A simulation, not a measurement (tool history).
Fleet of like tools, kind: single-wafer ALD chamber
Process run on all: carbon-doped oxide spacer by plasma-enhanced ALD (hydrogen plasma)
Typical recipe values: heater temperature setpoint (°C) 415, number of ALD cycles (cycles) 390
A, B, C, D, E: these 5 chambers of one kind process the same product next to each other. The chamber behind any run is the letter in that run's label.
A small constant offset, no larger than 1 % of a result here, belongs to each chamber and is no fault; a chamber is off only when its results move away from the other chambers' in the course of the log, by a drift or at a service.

| run | hour | heater temperature setpoint (°C) | number of ALD cycles (cycles) | hours since the last thermocouple change | read-back reference wafer on the same gauge, thickness_nm | mean film thickness on the monitor wafer (Å) |
|---|---|---|---|---|---|---|
|  | 6 | chamber B: thermocouple changed; heater temperature recalibrated |
| 1A | 10 | 415 | 390 | 2943.8 | 22.011 | 187.44 |
| 2D | 21.1 | 415 | 390 | 495.8 | 21.999 | 187 |
| 3B | 29.9 | 415 | 390 | 23.9 | 22.01 | 185.85 |
| 4E | 43 | 415 | 390 | 460.5 | 22.007 | 188.13 |
| 5C | 54.7 | 415 | 390 | 926.9 | 22.013 | 186.45 |
| 6D | 66.8 | 415 | 390 | 541.5 | 21.998 | 187.51 |
| 7B | 78.4 | 415 | 390 | 72.4 | 22.002 | 186.87 |
| 8C | 84.7 | 415 | 390 | 956.9 | 21.994 | 186.83 |
|  | 93.1 | chamber A: thermocouple changed; heater temperature recalibrated |
| 9A | 97.3 | 415 | 390 | 4.2 | 21.993 | 187.29 |
| 10E | 107.1 | 415 | 390 | 524.6 | 21.998 | 186.79 |
| 11D | 116.9 | 415 | 390 | 591.6 | 22.008 | 185.91 |
| 12A | 127.9 | 415 | 390 | 34.8 | 21.993 | 187.58 |
| 13B | 136.6 | 415 | 390 | 130.6 | 21.993 | 186.13 |
| 14C | 147.1 | 415 | 390 | 1019.3 | 21.992 | 187.27 |
| 15E | 160.1 | 415 | 390 | 577.6 | 22.005 | 188.24 |
| 16B | 168.9 | 415 | 449 | 162.9 | 21.996 | 213 |
| 17E | 176.8 | 415 | 449 | 594.3 | 22.004 | 217.02 |
| 18D | 185.7 | 415 | 449 | 660.4 | 21.999 | 214.83 |
| 19C | 193.8 | 415 | 449 | 1066 | 22.008 | 214.72 |
| 20A | 206.2 | 415 | 449 | 113.1 | 21.996 | 215.05 |
| 21E | 217.8 | 415 | 390 | 635.3 | 22.003 | 188.31 |
| 22B | 225.7 | 415 | 390 | 219.7 | 22.006 | 185.39 |
| 23C | 234.5 | 415 | 430 | 1106.7 | 22.011 | 205.31 |
| 24D | 244.4 | 415 | 430 | 719.1 | 21.988 | 205.71 |
| 25A | 251.5 | 415 | 430 | 158.4 | 22 | 205.7 |
| 26A | 261.6 | 415 | 430 | 168.5 | 21.998 | 206.91 |
| 27D | 268.6 | 415 | 430 | 743.3 | 22 | 206.55 |
| 28E | 279.9 | 415 | 390 | 697.4 | 22.009 | 187.16 |
| 29C | 287.6 | 415 | 390 | 1159.8 | 22.002 | 185.39 |
| 30B | 299.9 | 415 | 433 | 293.9 | 22.009 | 206.08 |
| 31E | 312.3 | 415 | 433 | 729.8 | 21.991 | 208.22 |
| 32B | 323.5 | 415 | 433 | 317.5 | 21.994 | 206.89 |
| 33D | 333.1 | 415 | 433 | 807.8 | 22.007 | 207.31 |
| 34C | 342 | 415 | 433 | 1214.2 | 22.011 | 207.97 |
| 35A | 349.1 | 415 | 390 | 256 | 21.99 | 187.44 |
| 36E | 357.6 | 415 | 390 | 775.1 | 22.021 | 186.84 |
| 37A | 363.6 | 415 | 390 | 270.5 | 21.993 | 186.95 |

Has any chamber moved away from the others, gradually or after a service, or does the common gauge drift, or do the chambers differ only by their own small steady offsets? State the chamber and the most likely cause if one applies.

No chamber stands off beyond its own small offset, and the gauge holds steady.
